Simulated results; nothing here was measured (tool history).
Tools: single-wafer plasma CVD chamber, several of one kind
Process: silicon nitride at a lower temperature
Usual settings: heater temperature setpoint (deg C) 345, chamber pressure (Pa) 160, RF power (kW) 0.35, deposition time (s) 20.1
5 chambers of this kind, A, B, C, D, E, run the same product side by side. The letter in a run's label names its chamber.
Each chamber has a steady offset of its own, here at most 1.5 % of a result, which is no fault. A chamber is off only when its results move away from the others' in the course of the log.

run   hour  heater temperature setpoint (deg C)  chamber pressure (Pa)  RF power (kW)  deposition time (s)  read-back reference wafer on the same gauge, thickness_nm  mean film thickness on the monitor wafer (Å)
 1D    8.4                                  345                    160           0.35                 20.1                                                     25.502                                        242.05
 2B   16.2                                  345                    160           0.35                 20.1                                                     25.504                                        242.46
 3C   26.3                                  345                    160           0.35                 20.1                                                     25.512                                        244.31
 4A   35.4                                  345                    160           0.35                 20.1                                                     25.488                                        240.67
 5E     46                                  336                    160          0.305                 20.1                                                     25.485                                        221.55
 6D   51.4                                  336                    160          0.305                 20.1                                                     25.488                                         221.8
 7E   62.1                                  336                    160          0.305                 20.1                                                     25.498                                        222.13
 8C     70                                  336                    160          0.305                 20.1                                                     25.493                                        224.17
 9A   75.6                                  336                    160          0.305                 20.1                                                     25.488                                        221.54
10B   83.2                                  345                    160          0.285                 18.1                                                     25.498                                        190.87
11E   93.9                                  345                    160          0.285                 18.1                                                     25.498                                        189.97
12D  101.5                                  345                    160          0.285                 18.1                                                     25.503                                        189.81
13A  107.7                                  345                    160          0.285                 18.1                                                     25.509                                        189.12
14B  115.2                                  345                    160          0.285                 18.1                                                     25.506                                         189.8
15C  125.3                                  345                    160           0.35                 20.1                                                     25.513                                        245.65
16E  134.3                                  345                    160           0.35                 20.1                                                     25.509                                           242
17C  142.2                                  345                    160           0.35                 20.1                                                     25.506                                        243.66
18B  149.4                                  345                    160           0.35                 20.1                                                     25.493                                         243.1
19D  157.5                                  345                    147           0.35                 17.9                                                     25.501                                        210.35
20A  163.2                                  345                    147           0.35                 17.9                                                     25.494                                        208.28
21A    175                                  345                    147           0.35                 17.9                                                     25.501                                        207.98
22C  182.3                                  345                    147           0.35                 17.9                                                     25.498                                        211.63
23B  189.8                                  345                    147           0.35                 17.9                                                     25.519                                        211.12
24D  198.3                                  345                    160           0.35                 20.1                                                     25.479                                        241.99
25E  210.2                                  340                    160           0.35                 20.1                                                     25.532                                        242.82
26D  220.1                                  340                    160           0.35                 20.1                                                     25.508                                        242.26
     221.4  -- chamber A: capacitance manometer re-zeroed and calibrated
27E  225.9                                  340                    160           0.35                 20.1                                                     25.515                                        242.84
28B  232.2                                  340                    160           0.35                 20.1                                                     25.503                                        243.21
29C  238.4                                  340                    160           0.35                 20.1                                                     25.488                                        245.54
30A  246.9                                  345                    160           0.35                 20.1                                                     25.491                                        235.82
31A    258                                  345                    160           0.35                 20.1                                                     25.493                                        236.02
32B  268.9                                  354                    160           0.35                 20.1                                                     25.492                                        242.31
33C  276.3                                  354                    160           0.35                 20.1                                                      25.49                                        244.66
34D  284.1                                  354                    160           0.35                 20.1                                                     25.496                                        240.53
35E  290.7                                  354                    160           0.35                 20.1                                                       25.5                                        242.64
36C  297.9                                  354                    160           0.35                 20.1                                                     25.498                                        243.73
37A  308.2                                  345                    160           0.35                 20.1                                                     25.499                                        233.75
38E  320.5                                  345                    160           0.35                 20.1                                                     25.503                                        242.28

All 5 chambers run these settings next. Forecast each chamber's results:
39A  329.4                                  345                    160           0.35                 20.1                                                                                                        ?
39B  329.4                                  345                    160           0.35                 20.1                                                                                                        ?
39C  329.4                                  345                    160           0.35                 20.1                                                                                                        ?
39D  329.4                                  345                    160           0.35                 20.1                                                                                                        ?
39E  329.4                                  345                    160           0.35                 20.1                                                                                                        ?

run  mean film thickness on the monitor wafer (Å)
39A                                        233.19
39B                                        243.59
39C                                         244.8
39D                                           242
39E                                        243.49
